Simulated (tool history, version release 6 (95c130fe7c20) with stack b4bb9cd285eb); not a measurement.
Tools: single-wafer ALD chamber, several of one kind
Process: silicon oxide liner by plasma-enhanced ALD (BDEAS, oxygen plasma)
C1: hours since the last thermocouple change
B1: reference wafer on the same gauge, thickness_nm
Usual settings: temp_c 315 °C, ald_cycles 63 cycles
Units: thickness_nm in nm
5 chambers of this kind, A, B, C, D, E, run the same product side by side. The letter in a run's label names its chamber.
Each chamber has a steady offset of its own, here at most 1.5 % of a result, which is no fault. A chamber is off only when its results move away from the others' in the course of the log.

run 1E day=0.254 | temp_c=315 ald_cycles=63 | C1=1014.0 | B1=6.4815 | thickness_nm=5.7939
run 2B day=0.529 | temp_c=315 ald_cycles=63 | C1=345.5 | B1=6.4835 | thickness_nm=5.7044
run 3C day=0.725 | temp_c=315 ald_cycles=63 | C1=298.7 | B1=6.4836 | thickness_nm=5.7365
run 4D day=1.042 | temp_c=315 ald_cycles=63 | C1=817.9 | B1=6.4827 | thickness_nm=5.7349
run 5A day=1.254 | temp_c=315 ald_cycles=63 | C1=709.8 | B1=6.4851 | thickness_nm=5.7618
run 6B day=1.533 | temp_c=315 ald_cycles=63 | C1=369.6 | B1=6.4834 | thickness_nm=5.7102
run 7D day=1.846 | temp_c=315 ald_cycles=63 | C1=837.2 | B1=6.4859 | thickness_nm=5.7470
run 8C day=2.021 | temp_c=315 ald_cycles=63 | C1=329.8 | B1=6.4864 | thickness_nm=5.7445
run 9E day=2.379 | temp_c=315 ald_cycles=63 | C1=1065.0 | B1=6.4891 | thickness_nm=5.7940
run 10A day=2.646 | temp_c=315 ald_cycles=63 | C1=743.2 | B1=6.4858 | thickness_nm=5.7665
run 11A day=2.917 | temp_c=315 ald_cycles=63 | C1=749.7 | B1=6.4879 | thickness_nm=5.7563
run 12E day=3.154 | temp_c=315 ald_cycles=63 | C1=1083.6 | B1=6.4883 | thickness_nm=5.8179
run 13D day=3.475 | temp_c=315 ald_cycles=63 | C1=876.3 | B1=6.4918 | thickness_nm=5.7499
run 14C day=3.646 | temp_c=315 ald_cycles=63 | C1=368.8 | B1=6.4916 | thickness_nm=5.7418
run 15B day=3.808 | temp_c=315 ald_cycles=63 | C1=424.2 | B1=6.4902 | thickness_nm=5.7070
run 16C day=4.125 | temp_c=304 ald_cycles=75 | C1=380.3 | B1=6.4941 | thickness_nm=6.9470
run 17B day=4.400 | temp_c=304 ald_cycles=75 | C1=438.4 | B1=6.4929 | thickness_nm=6.9201
run 18A day=4.675 | temp_c=304 ald_cycles=75 | C1=791.9 | B1=6.4945 | thickness_nm=6.9810
run 19E day=4.988 | temp_c=304 ald_cycles=75 | C1=1127.6 | B1=6.4956 | thickness_nm=7.0277
run 20D day=5.158 | temp_c=304 ald_cycles=75 | C1=916.7 | B1=6.4959 | thickness_nm=6.9525
run 21E day=5.400 | temp_c=321 ald_cycles=56 | C1=1137.5 | B1=6.4960 | thickness_nm=5.1177
run 22B day=5.650 | temp_c=321 ald_cycles=56 | C1=468.4 | B1=6.4953 | thickness_nm=5.0365
run 23A day=5.821 | temp_c=321 ald_cycles=56 | C1=819.4 | B1=6.4960 | thickness_nm=5.0800
run 24D day=6.075 | temp_c=321 ald_cycles=56 | C1=938.7 | B1=6.4979 | thickness_nm=5.0713
run 25C day=6.408 | temp_c=321 ald_cycles=56 | C1=435.1 | B1=6.4987 | thickness_nm=5.0750
run 26B day=6.725 | temp_c=315 ald_cycles=63 | C1=494.2 | B1=6.5019 | thickness_nm=5.7268
run 27A day=6.925 | temp_c=315 ald_cycles=63 | C1=845.9 | B1=6.5009 | thickness_nm=5.7737
run 28E day=7.288 | temp_c=305 ald_cycles=63 | C1=1182.8 | B1=6.5030 | thickness_nm=5.8965
run 29C day=7.446 | temp_c=305 ald_cycles=63 | C1=460.0 | B1=6.5021 | thickness_nm=5.8350
run 30D day=7.650 | temp_c=305 ald_cycles=63 | C1=976.5 | B1=6.5022 | thickness_nm=5.8400
run 31C day=7.842 | temp_c=305 ald_cycles=63 | C1=469.5 | B1=6.5011 | thickness_nm=5.8398
run 32A day=8.038 | temp_c=305 ald_cycles=63 | C1=872.6 | B1=6.5048 | thickness_nm=5.8621
run 33D day=8.367 | temp_c=315 ald_cycles=63 | C1=993.7 | B1=6.5072 | thickness_nm=5.7504
run 34B day=8.662 | temp_c=315 ald_cycles=63 | C1=540.7 | B1=6.5063 | thickness_nm=5.7214
run 35E day=8.929 | temp_c=315 ald_cycles=63 | C1=1222.2 | B1=6.5074 | thickness_nm=5.8062
run 36B day=9.142 | temp_c=315 ald_cycles=63 | C1=552.2 | B1=6.5061 | thickness_nm=5.7354
run 37E day=9.338 | temp_c=315 ald_cycles=63 | C1=1232.0 | B1=6.5088 | thickness_nm=5.8145
run 38C day=9.658 | temp_c=315 ald_cycles=63 | C1=513.1 | B1=6.5070 | thickness_nm=5.7645
run 39A day=9.988 | temp_c=301 ald_cycles=63 | C1=919.4 | B1=6.5099 | thickness_nm=5.8886
run 40D day=10.204 | temp_c=301 ald_cycles=63 | C1=1037.8 | B1=6.5124 | thickness_nm=5.8696
run 41C day=10.367 | temp_c=301 ald_cycles=63 | C1=530.1 | B1=6.5107 | thickness_nm=5.8870
run 42D day=10.642 | temp_c=301 ald_cycles=63 | C1=1048.3 | B1=6.5125 | thickness_nm=5.8832
run 43E day=10.867 | temp_c=301 ald_cycles=63 | C1=1268.7 | B1=6.5131 | thickness_nm=5.9565

Next, every chamber runs the same settings. What will each give?
run 44A day=11.133 | temp_c=315 ald_cycles=54 | thickness_nm=?
run 44B day=11.133 | temp_c=315 ald_cycles=54 | thickness_nm=?
run 44C day=11.133 | temp_c=315 ald_cycles=54 | thickness_nm=?
run 44D day=11.133 | temp_c=315 ald_cycles=54 | thickness_nm=?
run 44E day=11.133 | temp_c=315 ald_cycles=54 | thickness_nm=?

run=44A thickness_nm=4.9482
run=44B thickness_nm=4.9161
run=44C thickness_nm=4.9256
run=44D thickness_nm=4.9426
run=44E thickness_nm=4.9924
